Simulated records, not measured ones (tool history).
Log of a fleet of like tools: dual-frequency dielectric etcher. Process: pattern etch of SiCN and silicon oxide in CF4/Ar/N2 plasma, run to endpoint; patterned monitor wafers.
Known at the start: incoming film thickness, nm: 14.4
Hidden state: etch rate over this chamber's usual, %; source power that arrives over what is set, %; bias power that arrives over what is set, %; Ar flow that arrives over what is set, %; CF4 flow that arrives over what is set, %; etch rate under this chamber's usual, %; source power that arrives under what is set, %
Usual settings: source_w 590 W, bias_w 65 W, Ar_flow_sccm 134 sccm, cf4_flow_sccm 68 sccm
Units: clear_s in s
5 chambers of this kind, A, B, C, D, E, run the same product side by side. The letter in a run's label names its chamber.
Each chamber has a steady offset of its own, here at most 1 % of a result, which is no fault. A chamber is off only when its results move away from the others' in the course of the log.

run,hour,source_w,bias_w,Ar_flow_sccm,cf4_flow_sccm,hours since the last wet clean,hours since the last source power generator calibration,hours since the last bias power generator calibration,hours since the last Ar flow controller change,hours since the last CF4 flow controller change,clear_s
1D,8.0,590,65,134,68,425.9,3156.3,2869.3,64.3,2474.8,14.464
2E,12.2,590,65,134,68,482.5,1938.8,1417.8,1768.2,1508.0,14.345
3A,20.0,590,65,134,68,245.3,1831.0,604.7,3241.1,1097.5,14.134
# hour 22.9: chamber D: wet clean of the chamber
4C,26.6,590,65,134,68,306.8,502.1,441.7,2588.5,1750.3,14.419
5B,33.3,590,59,134,62,151.3,1091.7,140.2,2544.0,596.7,14.941
# hour 35.7: chamber A: source power generator calibrated
6C,42.5,590,59,134,62,322.7,518.0,457.6,2604.4,1766.2,15.086
7D,50.4,590,59,134,62,27.6,3198.7,2911.7,106.7,2517.2,15.291
8B,56.5,590,59,134,62,174.5,1114.9,163.4,2567.2,619.9,14.830
9A,63.2,590,59,134,62,288.5,27.6,647.9,3284.3,1140.7,14.797
10E,72.3,590,65,134,68,542.6,1998.9,1477.9,1828.3,1568.1,14.378
11D,78.7,700,65,134,63,55.9,3227.0,2940.0,135.0,2545.5,12.629
12C,85.8,700,65,134,63,366.0,561.3,500.9,2647.7,1809.5,12.635
13A,94.3,700,65,134,63,319.6,58.7,679.0,3315.4,1171.8,12.377
# hour 98.4: chamber E: wet clean of the chamber
14B,101.5,700,65,134,63,219.5,1159.9,208.4,2612.2,664.9,12.566
15E,107.7,700,65,134,63,9.3,2034.3,1513.3,1863.7,1603.5,12.622
16B,112.9,590,65,134,68,230.9,1171.3,219.8,2623.6,676.3,14.360
17D,120.2,590,65,134,68,97.4,3268.5,2981.5,176.5,2587.0,14.439
18A,128.1,590,65,134,68,353.4,92.5,712.8,3349.2,1205.6,14.326
19C,134.5,590,65,134,68,414.7,610.0,549.6,2696.4,1858.2,14.661
20E,140.9,590,65,134,68,42.5,2067.5,1546.5,1896.9,1636.7,14.345
21B,148.5,590,65,134,68,266.5,1206.9,255.4,2659.2,711.9,14.233
22A,154.6,590,65,134,68,379.9,119.0,739.3,3375.7,1232.1,14.265
23C,161.9,590,65,134,68,442.1,637.4,577.0,2723.8,1885.6,14.569
24D,171.2,590,65,134,76,148.4,3319.5,3032.5,227.5,2638.0,14.241
25E,178.0,590,65,134,76,79.6,2104.6,1583.6,1934.0,1673.8,14.187
26E,183.2,590,65,134,76,84.8,2109.8,1588.8,1939.2,1679.0,14.024
27C,192.2,590,65,134,76,472.4,667.7,607.3,2754.1,1915.9,14.436
28D,200.3,590,65,134,76,177.5,3348.6,3061.6,256.6,2667.1,14.186
# hour 201.5: chamber A: wet clean of the chamber
29A,209.3,590,65,134,68,7.8,173.7,794.0,3430.4,1286.8,14.336
30B,213.7,590,65,134,68,331.7,1272.1,320.6,2724.4,777.1,14.341
31A,220.0,590,65,134,68,18.5,184.4,804.7,3441.1,1297.5,14.247
32B,226.5,590,65,134,68,344.5,1284.9,333.4,2737.2,789.9,14.220
33E,234.4,590,65,134,68,136.0,2161.0,1640.0,1990.4,1730.2,14.318
34D,241.9,590,54,134,61,219.1,3390.2,3103.2,298.2,2708.7,15.760
35C,247.1,590,54,134,61,527.3,722.6,662.2,2809.0,1970.8,16.091
36A,253.4,590,54,134,61,51.9,217.8,838.1,3474.5,1330.9,15.411
37D,257.7,590,54,134,61,234.9,3406.0,3119.0,314.0,2724.5,15.681
38B,263.5,590,54,134,61,381.5,1321.9,370.4,2774.2,826.9,15.535
39E,269.1,590,65,134,68,170.7,2195.7,1674.7,2025.1,1764.9,14.461

Next, every chamber runs the same settings. What will each give?
40A,275.9,590,65,134,58,,,,,,?
40B,275.9,590,65,134,58,,,,,,?
40C,275.9,590,65,134,58,,,,,,?
40D,275.9,590,65,134,58,,,,,,?
40E,275.9,590,65,134,58,,,,,,?

run,clear_s
40A,14.650
40B,14.621
40C,15.330
40D,14.882
40E,14.776

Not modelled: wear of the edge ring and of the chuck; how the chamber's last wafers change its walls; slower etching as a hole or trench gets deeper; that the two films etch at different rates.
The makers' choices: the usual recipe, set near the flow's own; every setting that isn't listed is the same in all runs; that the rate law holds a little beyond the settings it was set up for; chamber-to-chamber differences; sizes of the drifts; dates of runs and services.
